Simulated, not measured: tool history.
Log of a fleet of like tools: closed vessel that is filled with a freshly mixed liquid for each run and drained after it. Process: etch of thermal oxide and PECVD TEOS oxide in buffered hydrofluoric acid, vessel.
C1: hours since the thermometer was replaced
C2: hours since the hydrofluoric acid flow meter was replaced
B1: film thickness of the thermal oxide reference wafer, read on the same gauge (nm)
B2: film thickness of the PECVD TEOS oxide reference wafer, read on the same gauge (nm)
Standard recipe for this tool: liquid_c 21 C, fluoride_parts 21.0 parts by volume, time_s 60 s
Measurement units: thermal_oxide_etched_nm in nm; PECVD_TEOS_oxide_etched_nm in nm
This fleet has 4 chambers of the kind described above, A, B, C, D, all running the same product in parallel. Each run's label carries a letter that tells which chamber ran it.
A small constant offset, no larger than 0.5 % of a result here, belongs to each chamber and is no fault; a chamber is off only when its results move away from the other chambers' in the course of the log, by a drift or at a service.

Run 1A, day 0.292: usual settings; C1 174.3; C2 158.2; B1 130.00; B2 109.99. Result: thermal_oxide_etched_nm 29.133 nm, PECVD_TEOS_oxide_etched_nm 62.224 nm.
Run 2D, day 0.525: usual settings; C1 2567.3; C2 477.0; B1 130.01; B2 110.01. Result: thermal_oxide_etched_nm 29.467 nm, PECVD_TEOS_oxide_etched_nm 62.113 nm.
Run 3B, day 0.792: usual settings; C1 699.1; C2 168.5; B1 129.98; B2 109.98. Result: thermal_oxide_etched_nm 29.573 nm, PECVD_TEOS_oxide_etched_nm 61.956 nm.
Run 4C, day 0.996: usual settings; C1 1563.8; C2 1755.1; B1 129.98; B2 109.96. Result: thermal_oxide_etched_nm 29.024 nm, PECVD_TEOS_oxide_etched_nm 62.288 nm.
Run 5C, day 1.154: usual settings; C1 1567.6; C2 1758.9; B1 130.00; B2 109.99. Result: thermal_oxide_etched_nm 28.784 nm, PECVD_TEOS_oxide_etched_nm 60.998 nm.
Run 6A, day 1.296: usual settings but liquid_c 17 C, time_s 85 s; C1 198.4; C2 182.3; B1 130.01; B2 109.99. Result: thermal_oxide_etched_nm 32.819 nm, PECVD_TEOS_oxide_etched_nm 70.809 nm.
Run 7D, day 1.467: usual settings but liquid_c 17 C, time_s 85 s; C1 2589.9; C2 499.6; B1 129.99; B2 109.99. Result: thermal_oxide_etched_nm 32.885 nm, PECVD_TEOS_oxide_etched_nm 69.093 nm.
Run 8B, day 1.683: usual settings but liquid_c 17 C, time_s 85 s; C1 720.5; C2 189.9; B1 129.99; B2 110.00. Result: thermal_oxide_etched_nm 32.951 nm, PECVD_TEOS_oxide_etched_nm 70.174 nm.
Run 9D, day 1.888: usual settings but liquid_c 17 C, time_s 85 s; C1 2600.0; C2 509.7; B1 130.01; B2 109.99. Result: thermal_oxide_etched_nm 32.022 nm, PECVD_TEOS_oxide_etched_nm 69.619 nm.
At day 2.025: chamber D: thermometer replaced.
Run 10A, day 2.171: usual settings; C1 219.4; C2 203.3; B1 129.99; B2 109.98. Result: thermal_oxide_etched_nm 28.496 nm, PECVD_TEOS_oxide_etched_nm 61.717 nm.
Run 11C, day 2.417: usual settings; C1 1597.9; C2 1789.2; B1 130.00; B2 110.00. Result: thermal_oxide_etched_nm 29.047 nm, PECVD_TEOS_oxide_etched_nm 62.000 nm.
Run 12B, day 2.638: usual settings; C1 743.4; C2 212.8; B1 130.00; B2 110.01. Result: thermal_oxide_etched_nm 29.246 nm, PECVD_TEOS_oxide_etched_nm 62.377 nm.
Run 13D, day 2.842: usual settings; C1 19.6; C2 532.6; B1 130.00; B2 109.97. Result: thermal_oxide_etched_nm 28.602 nm, PECVD_TEOS_oxide_etched_nm 62.617 nm.
Run 14A, day 2.988: usual settings but liquid_c 18 C, fluoride_parts 18.5 parts by volume; C1 239.0; C2 222.9; B1 130.00; B2 110.00. Result: thermal_oxide_etched_nm 27.138 nm, PECVD_TEOS_oxide_etched_nm 58.824 nm.
Run 15B, day 3.221: usual settings but liquid_c 18 C, fluoride_parts 18.5 parts by volume; C1 757.4; C2 226.8; B1 130.00; B2 110.00. Result: thermal_oxide_etched_nm 27.531 nm, PECVD_TEOS_oxide_etched_nm 58.298 nm.
Run 16C, day 3.383: usual settings but liquid_c 18 C, fluoride_parts 18.5 parts by volume; C1 1621.1; C2 1812.4; B1 130.00; B2 109.99. Result: thermal_oxide_etched_nm 27.429 nm, PECVD_TEOS_oxide_etched_nm 58.834 nm.
Run 17B, day 3.562: usual settings but liquid_c 18 C, fluoride_parts 18.5 parts by volume; C1 765.6; C2 235.0; B1 130.00; B2 109.99. Result: thermal_oxide_etched_nm 27.602 nm, PECVD_TEOS_oxide_etched_nm 57.998 nm.
Run 18A, day 3.746: usual settings but fluoride_parts 29.5 parts by volume, time_s 85 s; C1 257.2; C2 241.1; B1 130.00; B2 109.99. Result: thermal_oxide_etched_nm 32.772 nm, PECVD_TEOS_oxide_etched_nm 70.390 nm.
Run 19D, day 4.062: usual settings but fluoride_parts 29.5 parts by volume, time_s 85 s; C1 48.9; C2 561.9; B1 130.00; B2 110.01. Result: thermal_oxide_etched_nm 32.873 nm, PECVD_TEOS_oxide_etched_nm 69.335 nm.
Run 20C, day 4.271: usual settings but fluoride_parts 29.5 parts by volume, time_s 85 s; C1 1642.4; C2 1833.7; B1 130.00; B2 109.99. Result: thermal_oxide_etched_nm 32.581 nm, PECVD_TEOS_oxide_etched_nm 70.575 nm.
Run 21D, day 4.438: usual settings but fluoride_parts 29.5 parts by volume, time_s 85 s; C1 57.9; C2 570.9; B1 130.01; B2 110.01. Result: thermal_oxide_etched_nm 32.179 nm, PECVD_TEOS_oxide_etched_nm 69.936 nm.
Run 22B, day 4.712: usual settings; C1 793.2; C2 262.6; B1 130.01; B2 110.00. Result: thermal_oxide_etched_nm 29.186 nm, PECVD_TEOS_oxide_etched_nm 62.342 nm.
Run 23C, day 5.033: usual settings; C1 1660.7; C2 1852.0; B1 129.99; B2 110.00. Result: thermal_oxide_etched_nm 28.996 nm, PECVD_TEOS_oxide_etched_nm 62.492 nm.
Run 24A, day 5.183: usual settings; C1 291.7; C2 275.6; B1 130.00; B2 110.03. Result: thermal_oxide_etched_nm 29.459 nm, PECVD_TEOS_oxide_etched_nm 62.478 nm.
Run 25A, day 5.425: usual settings; C1 297.5; C2 281.4; B1 129.99; B2 109.99. Result: thermal_oxide_etched_nm 29.140 nm, PECVD_TEOS_oxide_etched_nm 62.903 nm.
Run 26C, day 5.646: usual settings; C1 1675.4; C2 1866.7; B1 130.01; B2 110.01. Result: thermal_oxide_etched_nm 28.919 nm, PECVD_TEOS_oxide_etched_nm 62.780 nm.
Run 27B, day 5.875: usual settings; C1 821.1; C2 290.5; B1 130.00; B2 109.99. Result: thermal_oxide_etched_nm 29.424 nm, PECVD_TEOS_oxide_etched_nm 61.509 nm.
Run 28D, day 6.088: usual settings; C1 97.5; C2 610.5; B1 130.02; B2 110.00. Result: thermal_oxide_etched_nm 29.029 nm, PECVD_TEOS_oxide_etched_nm 61.537 nm.
Run 29C, day 6.392: usual settings; C1 1693.3; C2 1884.6; B1 130.01; B2 109.99. Result: thermal_oxide_etched_nm 29.509 nm, PECVD_TEOS_oxide_etched_nm 62.996 nm.
Run 30D, day 6.546: usual settings; C1 108.5; C2 621.5; B1 130.00; B2 110.00. Result: thermal_oxide_etched_nm 28.723 nm, PECVD_TEOS_oxide_etched_nm 62.340 nm.
At day 6.608: chamber B: thermometer replaced.
Run 31A, day 6.804: usual settings; C1 330.6; C2 314.5; B1 130.01; B2 110.01. Result: thermal_oxide_etched_nm 29.107 nm, PECVD_TEOS_oxide_etched_nm 62.702 nm.
Run 32B, day 7.104: usual settings; C1 12.0; C2 320.0; B1 130.02; B2 110.00. Result: thermal_oxide_etched_nm 29.273 nm, PECVD_TEOS_oxide_etched_nm 62.372 nm.
Run 33A, day 7.329: usual settings but time_s 90 s; C1 343.2; C2 327.1; B1 130.01; B2 109.98. Result: thermal_oxide_etched_nm 43.147 nm, PECVD_TEOS_oxide_etched_nm 94.174 nm.
Run 34D, day 7.521: usual settings but time_s 90 s; C1 131.9; C2 644.9; B1 130.00; B2 110.02. Result: thermal_oxide_etched_nm 43.999 nm, PECVD_TEOS_oxide_etched_nm 94.212 nm.
Run 35B, day 7.796: usual settings but time_s 90 s; C1 28.6; C2 336.6; B1 130.00; B2 110.01. Result: thermal_oxide_etched_nm 43.160 nm, PECVD_TEOS_oxide_etched_nm 94.370 nm.
Run 36C, day 8.058: usual settings but time_s 90 s; C1 1733.3; C2 1924.6; B1 130.02; B2 110.00. Result: thermal_oxide_etched_nm 43.458 nm, PECVD_TEOS_oxide_etched_nm 91.901 nm.
Run 37A, day 8.267: usual settings; C1 365.7; C2 349.6; B1 129.99; B2 110.00. Result: thermal_oxide_etched_nm 28.820 nm, PECVD_TEOS_oxide_etched_nm 62.603 nm.
Run 38B, day 8.562: usual settings; C1 47.0; C2 355.0; B1 130.01; B2 109.99. Result: thermal_oxide_etched_nm 29.354 nm, PECVD_TEOS_oxide_etched_nm 62.066 nm.
Run 39C, day 8.738: usual settings; C1 1749.6; C2 1940.9; B1 129.98; B2 110.00. Result: thermal_oxide_etched_nm 28.556 nm, PECVD_TEOS_oxide_etched_nm 63.366 nm.

Which is it: a chamber that has drifted or been left off by a service, a gauge drift common to all chambers, or only each chamber's usual small offset? If a chamber is off, name it and its likeliest cause.

The fleet is healthy, with each chamber sitting at its usual small offset and no drift in the gauge.
